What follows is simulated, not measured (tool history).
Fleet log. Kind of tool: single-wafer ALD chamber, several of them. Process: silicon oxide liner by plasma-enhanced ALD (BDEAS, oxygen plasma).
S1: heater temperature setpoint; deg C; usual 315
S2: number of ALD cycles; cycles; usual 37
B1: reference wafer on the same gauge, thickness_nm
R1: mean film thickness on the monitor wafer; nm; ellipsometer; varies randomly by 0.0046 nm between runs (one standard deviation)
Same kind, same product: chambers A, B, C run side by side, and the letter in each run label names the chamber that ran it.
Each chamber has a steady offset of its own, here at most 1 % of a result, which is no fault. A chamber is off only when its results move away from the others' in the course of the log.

run 1C hour=3.5 | S1=315 S2=37 | B1=3.9988 | R1=3.3877
run 2B hour=8.1 | S1=315 S2=37 | B1=3.9986 | R1=3.3365
run 3A hour=13.2 | S1=315 S2=37 | B1=3.9983 | R1=3.3672
run 4A hour=16.4 | S1=315 S2=37 | B1=3.9978 | R1=3.3693
run 5C hour=20.8 | S1=315 S2=37 | B1=3.9974 | R1=3.3788
run 6B hour=26.4 | S1=315 S2=37 | B1=3.9966 | R1=3.3464
run 7B hour=31.4 | S1=315 S2=37 | B1=3.9951 | R1=3.3414
run 8C hour=38.3 | S1=315 S2=37 | B1=3.9963 | R1=3.3893
run 9A hour=41.5 | S1=315 S2=37 | B1=3.9961 | R1=3.3811
run 10B hour=48.0 | S1=315 S2=37 | B1=3.9948 | R1=3.3438
run 11C hour=53.0 | S1=315 S2=37 | B1=3.9942 | R1=3.3726
run 12A hour=56.9 | S1=315 S2=41 | B1=3.9936 | R1=3.7362
run 13A hour=61.5 | S1=315 S2=41 | B1=3.9925 | R1=3.7340
run 14C hour=65.4 | S1=315 S2=41 | B1=3.9918 | R1=3.7361
run 15B hour=71.9 | S1=315 S2=37 | B1=3.9906 | R1=3.3315
run 16A hour=75.6 | S1=315 S2=37 | B1=3.9913 | R1=3.3666
run 17B hour=78.7 | S1=315 S2=37 | B1=3.9904 | R1=3.3336
run 18C hour=82.1 | S1=315 S2=37 | B1=3.9900 | R1=3.3805
run 19B hour=88.1 | S1=315 S2=32 | B1=3.9910 | R1=2.8864
run 20A hour=92.2 | S1=315 S2=32 | B1=3.9896 | R1=2.9160
run 21C hour=98.7 | S1=315 S2=32 | B1=3.9863 | R1=2.9231
run 22A hour=101.9 | S1=315 S2=37 | B1=3.9883 | R1=3.3655
run 23C hour=106.4 | S1=327 S2=34 | B1=3.9864 | R1=3.0442
run 24B hour=112.9 | S1=327 S2=34 | B1=3.9871 | R1=3.0075
run 25A hour=118.0 | S1=327 S2=34 | B1=3.9857 | R1=3.0389
run 26B hour=122.1 | S1=315 S2=37 | B1=3.9853 | R1=3.3314
run 27C hour=125.1 | S1=315 S2=37 | B1=3.9857 | R1=3.3739
run 28C hour=129.0 | S1=315 S2=37 | B1=3.9852 | R1=3.3771
run 29B hour=134.2 | S1=315 S2=37 | B1=3.9825 | R1=3.3331
run 30A hour=139.6 | S1=315 S2=37 | B1=3.9841 | R1=3.3705
run 31A hour=144.3 | S1=315 S2=37 | B1=3.9825 | R1=3.3578
run 32C hour=148.5 | S1=315 S2=37 | B1=3.9832 | R1=3.3701
run 33B hour=155.0 | S1=315 S2=37 | B1=3.9831 | R1=3.3298
run 34A hour=159.6 | S1=328 S2=37 | B1=3.9800 | R1=3.3012
run 35B hour=165.4 | S1=328 S2=37 | B1=3.9820 | R1=3.2634
-- hour=166.5 chamber C: thermocouple changed; heater temperature recalibrated
run 36C hour=169.7 | S1=328 S2=37 | B1=3.9799 | R1=3.3133
run 37A hour=174.2 | S1=315 S2=37 | B1=3.9814 | R1=3.3589
run 38B hour=179.5 | S1=315 S2=37 | B1=3.9800 | R1=3.3232
run 39C hour=184.0 | S1=315 S2=37 | B1=3.9793 | R1=3.3648

Each of the 3 chambers runs these same settings next. Fill in every chamber's results:
run 40A hour=188.9 | S1=315 S2=37 | R1=?
run 40B hour=188.9 | S1=315 S2=37 | R1=?
run 40C hour=188.9 | S1=315 S2=37 | R1=?

run=40A R1=3.3617
run=40B R1=3.3228
run=40C R1=3.3730
